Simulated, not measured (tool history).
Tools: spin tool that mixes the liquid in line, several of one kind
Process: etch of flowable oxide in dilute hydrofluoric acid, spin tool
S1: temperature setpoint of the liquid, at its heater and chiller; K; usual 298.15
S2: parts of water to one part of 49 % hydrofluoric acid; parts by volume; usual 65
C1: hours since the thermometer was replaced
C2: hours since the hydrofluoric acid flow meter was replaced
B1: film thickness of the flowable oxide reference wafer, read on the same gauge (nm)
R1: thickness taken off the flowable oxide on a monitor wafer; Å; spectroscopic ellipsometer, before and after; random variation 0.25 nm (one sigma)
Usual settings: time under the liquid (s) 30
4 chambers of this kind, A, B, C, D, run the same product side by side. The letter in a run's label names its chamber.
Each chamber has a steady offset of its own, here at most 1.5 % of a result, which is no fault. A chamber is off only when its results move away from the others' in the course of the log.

At hour 2.9: chamber A: hydrofluoric acid flow meter replaced.
Run 1D, hour 3.8: usual settings; C1 1058.4; C2 252.4; B1 59.995. Result: R1 339.61 Å.
At hour 8.9: chamber B: hydrofluoric acid flow meter replaced.
Run 2C, hour 8.9: usual settings; C1 421; C2 406.6; B1 60. Result: R1 337.48 Å.
Run 3A, hour 12.5: usual settings; C1 1259.9; C2 9.6; B1 59.991. Result: R1 345.06 Å.
Run 4B, hour 17.7: usual settings; C1 346.4; C2 8.9; B1 59.993. Result: R1 335.91 Å.
Run 5C, hour 22.7: usual settings; C1 434.8; C2 420.4; B1 59.993. Result: R1 336.92 Å.
Run 6D, hour 26.6: usual settings; C1 1081.2; C2 275.2; B1 59.978. Result: R1 337.53 Å.
Run 7B, hour 31.5: usual settings; C1 360.2; C2 22.7; B1 59.98. Result: R1 331.34 Å.
Run 8A, hour 36.3: usual settings; C1 1283.7; C2 33.4; B1 60.004. Result: R1 339.71 Å.
Run 9D, hour 38.7: usual settings; C1 1093.3; C2 287.3; B1 59.996. Result: R1 336.91 Å.
Run 10C, hour 41.2: usual settings; C1 453.3; C2 438.9; B1 60.003. Result: R1 335.77 Å.
Run 11B, hour 45.2: usual settings but S2 40 parts by volume; C1 373.9; C2 36.4; B1 60.02. Result: R1 558.09 Å.
Run 12A, hour 50.1: usual settings but S2 40 parts by volume; C1 1297.5; C2 47.2; B1 60.003. Result: R1 573.27 Å.
Run 13C, hour 52.8: usual settings but S2 40 parts by volume; C1 464.9; C2 450.5; B1 59.997. Result: R1 558.59 Å.
Run 14B, hour 56.9: usual settings but S2 40 parts by volume; C1 385.6; C2 48.1; B1 60.035. Result: R1 567.28 Å.
Run 15D, hour 62.2: usual settings; C1 1116.8; C2 310.8; B1 60.007. Result: R1 339.19 Å.
Run 16A, hour 67: usual settings; C1 1314.4; C2 64.1; B1 60.023. Result: R1 343.14 Å.
Run 17D, hour 72.2: usual settings; C1 1126.8; C2 320.8; B1 60.011. Result: R1 337.62 Å.
Run 18B, hour 77.1: usual settings but time under the liquid (s) 40; C1 405.8; C2 68.3; B1 60.005. Result: R1 468.19 Å.
Run 19A, hour 79.5: usual settings but time under the liquid (s) 40; C1 1326.9; C2 76.6; B1 60.02. Result: R1 462.88 Å.
Run 20C, hour 83.2: usual settings but time under the liquid (s) 40; C1 495.3; C2 480.9; B1 59.99. Result: R1 451.11 Å.
Run 21C, hour 87.5: usual settings but time under the liquid (s) 40; C1 499.6; C2 485.2; B1 60.022. Result: R1 449.23 Å.
Run 22A, hour 91.7: usual settings; C1 1339.1; C2 88.8; B1 60.006. Result: R1 348.12 Å.
Run 23B, hour 96.4: usual settings; C1 425.1; C2 87.6; B1 59.996. Result: R1 359.36 Å.
Run 24D, hour 100.5: usual settings; C1 1155.1; C2 349.1; B1 60.003. Result: R1 339.68 Å.

Is one chamber off against the others, does the gauge drift, or is nothing wrong? If a chamber is off, say which, and what the likeliest cause is.

Chamber B drifts away from the others.
Cause: liquid hotter than its thermometer reads (K) = 2.18.
The log may not tell that from: hydrofluoric acid flow above the setpoint (%).

Here are 4 candidates for chamber B's next run, each the usual settings with a change, their results left as question marks. Which one brings its results back in line with what the others give on the usual settings?
In line means no further than this from the other chambers' mean on the usual settings: R1 8.9 Å
Run 25B-1, hour 104.3: usual settings but S1 298.65 K. Result: R1 ?.
Run 25B-2, hour 104.3: usual settings but S1 296.15 K. Result: R1 ?.
Run 25B-3, hour 104.3: usual settings but S1 300.15 K. Result: R1 ?.
Run 25B-4, hour 104.3: usual settings but S1 297.65 K. Result: R1 ?.

The other chambers' mean on the usual settings: R1 339.19 Å
  run      R1
25B-1  371.55
25B-2  335.91
25B-3  394.36
25B-4  356.98
25B-2 brings the chamber back in line.
